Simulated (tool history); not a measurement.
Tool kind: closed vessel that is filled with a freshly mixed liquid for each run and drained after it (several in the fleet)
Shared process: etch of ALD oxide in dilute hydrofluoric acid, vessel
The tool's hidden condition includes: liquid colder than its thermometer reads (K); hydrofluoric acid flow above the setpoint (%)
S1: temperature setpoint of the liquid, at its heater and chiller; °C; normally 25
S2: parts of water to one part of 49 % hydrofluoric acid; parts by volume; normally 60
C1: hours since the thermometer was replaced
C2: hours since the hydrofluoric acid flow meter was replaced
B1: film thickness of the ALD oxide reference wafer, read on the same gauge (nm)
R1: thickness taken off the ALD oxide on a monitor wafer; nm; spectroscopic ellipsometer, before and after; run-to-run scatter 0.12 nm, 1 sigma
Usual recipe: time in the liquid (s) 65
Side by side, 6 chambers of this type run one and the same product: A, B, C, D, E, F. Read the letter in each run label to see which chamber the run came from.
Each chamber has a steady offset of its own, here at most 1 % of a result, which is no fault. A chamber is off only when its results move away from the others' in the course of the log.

Run 1D, hour 5.4: usual settings; C1 2059.9; C2 1272.4; B1 150.01. Result: R1 18.473 nm.
Run 2E, hour 11.4: usual settings; C1 488.6; C2 267.5; B1 150.02. Result: R1 18.426 nm.
Run 3A, hour 17.3: usual settings; C1 432.8; C2 715.9; B1 150.03. Result: R1 18.566 nm.
Run 4B, hour 27.1: usual settings; C1 647.4; C2 535.6; B1 149.97. Result: R1 18.854 nm.
Run 5C, hour 34.9: usual settings; C1 1733.4; C2 632.6; B1 150. Result: R1 18.495 nm.
Run 6F, hour 42.1: usual settings; C1 231.2; C2 895.2; B1 149.99. Result: R1 18.842 nm.
Run 7B, hour 51.1: usual settings; C1 671.4; C2 559.6; B1 150. Result: R1 18.592 nm.
Run 8E, hour 58.7: usual settings; C1 535.9; C2 314.8; B1 149.98. Result: R1 18.359 nm.
Run 9A, hour 66.6: usual settings; C1 482.1; C2 765.2; B1 150. Result: R1 18.67 nm.
Run 10D, hour 76.5: usual settings; C1 2131; C2 1343.5; B1 150.01. Result: R1 18.601 nm.
Run 11C, hour 83.7: usual settings; C1 1782.2; C2 681.4; B1 149.98. Result: R1 18.552 nm.
Run 12F, hour 91.8: usual settings; C1 280.9; C2 944.9; B1 149.99. Result: R1 18.819 nm.
Run 13F, hour 98.1: usual settings; C1 287.2; C2 951.2; B1 149.99. Result: R1 18.888 nm.
Run 14A, hour 106.6: usual settings; C1 522.1; C2 805.2; B1 150.02. Result: R1 18.568 nm.
Run 15B, hour 111.9: usual settings; C1 732.2; C2 620.4; B1 149.96. Result: R1 18.563 nm.
Run 16D, hour 118.6: usual settings; C1 2173.1; C2 1385.6; B1 150. Result: R1 18.673 nm.
Run 17E, hour 125.4: usual settings; C1 602.6; C2 381.5; B1 150.01. Result: R1 18.553 nm.
Run 18C, hour 131.8: usual settings; C1 1830.3; C2 729.5; B1 150.01. Result: R1 18.671 nm.
Run 19A, hour 141.1: usual settings; C1 556.6; C2 839.7; B1 150. Result: R1 18.565 nm.
Run 20C, hour 148: usual settings; C1 1846.5; C2 745.7; B1 149.99. Result: R1 18.634 nm.
At hour 150.4: chamber A: thermometer replaced.
Run 21F, hour 152.6: usual settings; C1 341.7; C2 1005.7; B1 149.99. Result: R1 18.843 nm.
Run 22D, hour 160.5: usual settings; C1 2215; C2 1427.5; B1 149.98. Result: R1 18.481 nm.
Run 23B, hour 165.3: usual settings; C1 785.6; C2 673.8; B1 149.99. Result: R1 18.77 nm.
Run 24E, hour 172.4: usual settings; C1 649.6; C2 428.5; B1 149.98. Result: R1 18.426 nm.
Run 25F, hour 182.3: usual settings; C1 371.4; C2 1035.4; B1 149.99. Result: R1 18.84 nm.
Run 26D, hour 192.6: usual settings; C1 2247.1; C2 1459.6; B1 149.98. Result: R1 18.581 nm.
Run 27A, hour 198.9: usual settings; C1 48.5; C2 897.5; B1 149.98. Result: R1 18.895 nm.
At hour 200.9: chamber D: hydrofluoric acid flow meter replaced.
Run 28B, hour 206.2: usual settings but S1 27 °C; C1 826.5; C2 714.7; B1 150.02. Result: R1 20.357 nm.
Run 29C, hour 212: usual settings but S1 27 °C; C1 1910.5; C2 809.7; B1 150.01. Result: R1 20.332 nm.
Run 30E, hour 220.3: usual settings but S1 27 °C; C1 697.5; C2 476.4; B1 150.01. Result: R1 19.911 nm.
Run 31F, hour 230.2: usual settings but S1 27 °C; C1 419.3; C2 1083.3; B1 149.99. Result: R1 20.634 nm.
Run 32A, hour 237.3: usual settings but S1 27 °C; C1 86.9; C2 935.9; B1 150. Result: R1 20.418 nm.
Run 33C, hour 244.7: usual settings but S1 27 °C; C1 1943.2; C2 842.4; B1 150.01. Result: R1 20.381 nm.
Run 34D, hour 251.2: usual settings; C1 2305.7; C2 50.4; B1 150.03. Result: R1 18.456 nm.
Run 35E, hour 260.8: usual settings; C1 738; C2 516.9; B1 150. Result: R1 18.514 nm.
Run 36B, hour 271: usual settings; C1 891.3; C2 779.5; B1 149.96. Result: R1 18.601 nm.
Run 37B, hour 277.2: usual settings but S1 28 °C, time in the liquid (s) 90; C1 897.5; C2 785.7; B1 150. Result: R1 29.167 nm.
Run 38F, hour 283.6: usual settings but S1 28 °C, time in the liquid (s) 90; C1 472.7; C2 1136.7; B1 150.01. Result: R1 30.067 nm.
Run 39E, hour 293.6: usual settings but S1 28 °C, time in the liquid (s) 90; C1 770.8; C2 549.7; B1 150.01. Result: R1 28.545 nm.
Run 40C, hour 303: usual settings but S1 28 °C, time in the liquid (s) 90; C1 2001.5; C2 900.7; B1 150.02. Result: R1 29.296 nm.

What goes on in this fleet: one chamber off, a drifting gauge, or nothing beyond the chambers' own small offsets? Name the chamber and the cause, if any.

Chamber F drifts away from the others.
Cause: hydrofluoric acid flow above the setpoint (%) = 3.29.
It could be hard to tell apart here from: liquid hotter than its thermometer reads (K).

Which of the 4 candidates below, each the usual settings with something changed and its results left as question marks, puts chamber F back in line with what the other chambers give on the usual settings?
In line here means within this much of the mean the other chambers give on the usual settings: R1 0.42 nm
Run 41F-1, hour 310.3: usual settings but time in the liquid (s) 60. Result: R1 ?.
Run 41F-2, hour 310.3: usual settings but S1 24 °C. Result: R1 ?.
Run 41F-3, hour 310.3: usual settings but time in the liquid (s) 70. Result: R1 ?.
Run 41F-4, hour 310.3: usual settings but S1 26 °C. Result: R1 ?.

The other chambers' mean on the usual settings: R1 18.575 nm
  run      R1
41F-1  17.918
41F-2  18.636
41F-3  20.904
41F-4  20.211
With 41F-2, the chamber falls back in line with the rest.
